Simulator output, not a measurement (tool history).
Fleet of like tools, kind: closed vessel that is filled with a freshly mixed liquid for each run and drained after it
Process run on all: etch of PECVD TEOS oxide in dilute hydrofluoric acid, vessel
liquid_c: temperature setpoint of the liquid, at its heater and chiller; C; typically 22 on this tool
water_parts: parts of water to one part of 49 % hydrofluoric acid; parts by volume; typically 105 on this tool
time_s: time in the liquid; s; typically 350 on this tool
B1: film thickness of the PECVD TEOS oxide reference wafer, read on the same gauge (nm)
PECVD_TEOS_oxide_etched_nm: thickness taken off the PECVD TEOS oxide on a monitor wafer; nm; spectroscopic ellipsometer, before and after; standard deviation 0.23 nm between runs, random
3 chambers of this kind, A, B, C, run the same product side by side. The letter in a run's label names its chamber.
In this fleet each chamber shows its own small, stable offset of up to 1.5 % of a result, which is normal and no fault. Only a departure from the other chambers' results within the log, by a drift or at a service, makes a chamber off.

run 1C hour=2.5 | liquid_c=22 water_parts=105 time_s=350 | B1=39.99 | PECVD_TEOS_oxide_etched_nm=40.601
run 2A hour=7.2 | liquid_c=22 water_parts=105 time_s=350 | B1=40.009 | PECVD_TEOS_oxide_etched_nm=41.436
run 3B hour=12.1 | liquid_c=22 water_parts=105 time_s=350 | B1=40.012 | PECVD_TEOS_oxide_etched_nm=41.062
run 4A hour=16.9 | liquid_c=22 water_parts=105 time_s=350 | B1=39.992 | PECVD_TEOS_oxide_etched_nm=41.386
run 5C hour=20.6 | liquid_c=22 water_parts=105 time_s=350 | B1=39.995 | PECVD_TEOS_oxide_etched_nm=40.962
run 6B hour=25.3 | liquid_c=22 water_parts=105 time_s=350 | B1=40.01 | PECVD_TEOS_oxide_etched_nm=40.862
run 7C hour=27.8 | liquid_c=22 water_parts=105 time_s=350 | B1=39.999 | PECVD_TEOS_oxide_etched_nm=40.31
run 8B hour=30.9 | liquid_c=22 water_parts=105 time_s=350 | B1=40.019 | PECVD_TEOS_oxide_etched_nm=41.257
run 9A hour=35 | liquid_c=22 water_parts=105 time_s=350 | B1=40.002 | PECVD_TEOS_oxide_etched_nm=41.24
-- hour=39.7 chamber B: thermometer replaced
run 10A hour=39.7 | liquid_c=22 water_parts=105 time_s=350 | B1=40.009 | PECVD_TEOS_oxide_etched_nm=41.449
run 11C hour=44 | liquid_c=22 water_parts=120 time_s=350 | B1=39.994 | PECVD_TEOS_oxide_etched_nm=35.206
run 12B hour=46.7 | liquid_c=22 water_parts=120 time_s=350 | B1=40.01 | PECVD_TEOS_oxide_etched_nm=35.027
run 13A hour=51.5 | liquid_c=22 water_parts=120 time_s=350 | B1=40.012 | PECVD_TEOS_oxide_etched_nm=35.345
run 14B hour=56.2 | liquid_c=23.5 water_parts=105 time_s=450 | B1=40.004 | PECVD_TEOS_oxide_etched_nm=55.984
run 15C hour=61.1 | liquid_c=23.5 water_parts=105 time_s=450 | B1=39.976 | PECVD_TEOS_oxide_etched_nm=55.453
run 16B hour=66.1 | liquid_c=23.5 water_parts=105 time_s=450 | B1=40.01 | PECVD_TEOS_oxide_etched_nm=55.897
run 17A hour=70.3 | liquid_c=22 water_parts=105 time_s=350 | B1=40.008 | PECVD_TEOS_oxide_etched_nm=41.536
run 18C hour=73.5 | liquid_c=22 water_parts=105 time_s=350 | B1=39.976 | PECVD_TEOS_oxide_etched_nm=40.505
-- hour=73.7 chamber C: hydrofluoric acid flow meter replaced
run 19C hour=76.8 | liquid_c=22 water_parts=105 time_s=435 | B1=39.987 | PECVD_TEOS_oxide_etched_nm=51.085
run 20B hour=80 | liquid_c=22 water_parts=105 time_s=435 | B1=40.002 | PECVD_TEOS_oxide_etched_nm=51.081
run 21A hour=83.5 | liquid_c=22 water_parts=105 time_s=435 | B1=40.007 | PECVD_TEOS_oxide_etched_nm=51.493
run 22C hour=86.5 | liquid_c=24 water_parts=105 time_s=350 | B1=40.001 | PECVD_TEOS_oxide_etched_nm=44.304
run 23B hour=91.3 | liquid_c=24 water_parts=105 time_s=350 | B1=39.981 | PECVD_TEOS_oxide_etched_nm=44.645
run 24A hour=93.7 | liquid_c=24 water_parts=105 time_s=350 | B1=40.004 | PECVD_TEOS_oxide_etched_nm=44.608
run 25B hour=97.8 | liquid_c=22 water_parts=105 time_s=350 | B1=39.979 | PECVD_TEOS_oxide_etched_nm=41.138
run 26A hour=102 | liquid_c=22 water_parts=105 time_s=350 | B1=40.011 | PECVD_TEOS_oxide_etched_nm=41.263
run 27C hour=104.7 | liquid_c=22 water_parts=105 time_s=350 | B1=39.997 | PECVD_TEOS_oxide_etched_nm=40.415
run 28C hour=108.6 | liquid_c=22 water_parts=105 time_s=425 | B1=40.032 | PECVD_TEOS_oxide_etched_nm=49.86
run 29A hour=113.3 | liquid_c=22 water_parts=105 time_s=425 | B1=39.987 | PECVD_TEOS_oxide_etched_nm=50.588
run 30B hour=116.1 | liquid_c=22 water_parts=105 time_s=425 | B1=40.016 | PECVD_TEOS_oxide_etched_nm=50.338
run 31B hour=119.5 | liquid_c=22 water_parts=105 time_s=350 | B1=40.01 | PECVD_TEOS_oxide_etched_nm=40.759
run 32C hour=122.4 | liquid_c=22 water_parts=70 time_s=350 | B1=39.976 | PECVD_TEOS_oxide_etched_nm=62.838
run 33A hour=125.4 | liquid_c=22 water_parts=70 time_s=350 | B1=40.004 | PECVD_TEOS_oxide_etched_nm=64.684
run 34C hour=127.9 | liquid_c=22 water_parts=70 time_s=350 | B1=40.006 | PECVD_TEOS_oxide_etched_nm=63.221
run 35B hour=131.6 | liquid_c=20 water_parts=105 time_s=240 | B1=39.994 | PECVD_TEOS_oxide_etched_nm=25.707
run 36A hour=135.1 | liquid_c=20 water_parts=105 time_s=240 | B1=40.007 | PECVD_TEOS_oxide_etched_nm=26.429

All 3 chambers run these settings next. Forecast each chamber's results:
run 37A hour=138.6 | liquid_c=22 water_parts=145 time_s=350 | PECVD_TEOS_oxide_etched_nm=?
run 37B hour=138.6 | liquid_c=22 water_parts=145 time_s=350 | PECVD_TEOS_oxide_etched_nm=?
run 37C hour=138.6 | liquid_c=22 water_parts=145 time_s=350 | PECVD_TEOS_oxide_etched_nm=?

run=37A PECVD_TEOS_oxide_etched_nm=28.364
run=37B PECVD_TEOS_oxide_etched_nm=28.177
run=37C PECVD_TEOS_oxide_etched_nm=28.732

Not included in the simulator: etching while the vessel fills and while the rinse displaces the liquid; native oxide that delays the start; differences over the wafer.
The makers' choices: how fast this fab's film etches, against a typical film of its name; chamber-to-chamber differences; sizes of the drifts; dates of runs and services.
